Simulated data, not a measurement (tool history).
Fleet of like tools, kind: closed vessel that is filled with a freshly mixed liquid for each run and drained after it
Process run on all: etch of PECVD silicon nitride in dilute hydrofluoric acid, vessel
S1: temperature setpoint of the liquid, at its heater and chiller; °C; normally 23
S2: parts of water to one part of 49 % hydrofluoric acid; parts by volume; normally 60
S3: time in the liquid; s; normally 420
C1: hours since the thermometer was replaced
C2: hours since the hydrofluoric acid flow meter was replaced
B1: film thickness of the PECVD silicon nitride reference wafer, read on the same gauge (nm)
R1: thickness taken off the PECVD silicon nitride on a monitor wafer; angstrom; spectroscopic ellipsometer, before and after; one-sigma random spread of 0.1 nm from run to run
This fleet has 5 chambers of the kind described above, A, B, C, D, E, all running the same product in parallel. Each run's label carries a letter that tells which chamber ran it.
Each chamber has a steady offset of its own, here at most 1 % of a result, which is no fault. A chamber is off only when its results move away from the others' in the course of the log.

run   hour  S1  S2   S3      C1     C2      B1       R1
       2.9  -- chamber E: hydrofluoric acid flow meter replaced
 1A    4.8  23  60  420  1020.0  419.7  59.990  137.480
 2E    8.2  23  60  420   502.2    5.3  60.019  138.390
 3B   12.5  23  60  420   444.4  243.8  60.004  137.590
 4C   16.8  23  60  420   457.5  263.8  59.982  137.620
 5D   21.7  23  60  420  1448.3   78.1  60.008  138.750
 6A   26.5  23  85  595  1041.7  441.4  59.987  138.120
 7C   31.8  23  85  595   472.5  278.8  59.996  140.680
 8E   34.3  23  85  595   528.3   31.4  60.036  140.320
 9B   37.6  23  85  595   469.5  268.9  59.969  138.220
10D   40.3  23  85  595  1466.9   96.7  60.003  139.620
11B   45.7  23  60  420   477.6  277.0  59.986  137.770
12E   48.9  23  60  420   542.9   46.0  60.025  139.300
13C   53.8  26  60  420   494.5  300.8  59.991  168.110
14A   57.9  26  60  420  1073.1  472.8  60.003  166.940
15D   61.7  26  60  420  1488.3  118.1  59.993  167.620
16E   64.3  26  60  420   558.3   61.4  59.990  170.530
17B   67.3  26  60  420   499.2  298.6  59.977  168.090
18D   70.9  23  60  420  1497.5  127.3  60.005  138.070
19A   76.0  23  60  420  1091.2  490.9  59.989  136.730
20C   79.1  23  60  420   519.8  326.1  59.998  137.750
21C   83.2  23  60  420   523.9  330.2  60.021  138.290
22A   86.9  23  60  420  1102.1  501.8  60.001  137.210
23B   89.7  23  60  420   521.6  321.0  59.966  136.150
24E   94.3  23  60  420   588.3   91.4  59.999  140.920
25D   97.6  23  60  420  1524.2  154.0  59.989  137.960
26D  102.6  23  60  420  1529.2  159.0  59.983  136.690
27A  105.7  23  45  420  1120.9  520.6  59.998  179.990
28C  109.0  23  45  420   549.7  356.0  60.000  182.240
29E  112.2  23  45  420   606.2  109.3  60.031  192.080
30B  114.9  23  45  420   546.8  346.2  59.991  183.610
31C  118.1  23  45  420   558.8  365.1  59.996  180.830
32D  123.1  23  60  295  1549.7  179.5  60.005   97.687
33E  125.5  23  60  295   619.5  122.6  60.010  100.840
34A  130.4  23  60  295  1145.6  545.3  59.985   96.138
35B  133.4  23  60  295   565.3  364.7  59.986   96.840
36C  137.8  23  60  295   578.5  384.8  60.003   96.680
37E  142.4  23  60  420   636.4  139.5  59.962  147.260
38B  147.7  23  60  420   579.6  379.0  60.026  136.060
39A  150.5  23  60  420  1165.7  565.4  60.003  136.240
40D  155.4  23  60  420  1582.0  211.8  60.010  137.240
41B  159.8  23  60  420   591.7  391.1  60.007  139.050
42C  165.2  23  60  420   605.9  412.2  59.994  138.790
43E  168.5  23  60  570   662.5  165.6  60.000  201.500

Does one chamber stand apart from the rest, does the shared gauge drift, or is all well apart from small per-chamber offsets? Give the chamber and the most likely cause, where there is one.

It is chamber E that slowly wanders off from its peers.
Cause: liquid hotter than its thermometer reads (K) = 1.11.
With only this log, it may be confused with: hydrofluoric acid flow above the setpoint (%).

Below are 4 candidate recipes for chamber E's next run, each the usual settings with a change, their results shown as question marks. Which of them brings E's results back in line with what the other chambers give on the usual settings?
In-line tolerance around the mean of the other chambers on the usual settings: R1 3.700 angstrom
44E-1  172.4  23.5  60  475               ?
44E-2  172.4  23.0  55  420               ?
44E-3  172.4  23.0  65  420               ?
44E-4  172.4  23.0  70  420               ?

Usual-settings mean across the other chambers: R1 137.620 angstrom
  run       R1
44E-1  173.420
44E-2  161.560
44E-3  137.210
44E-4  127.600
The answer is 44E-3, which returns the chamber to within the allowed miss of the others.
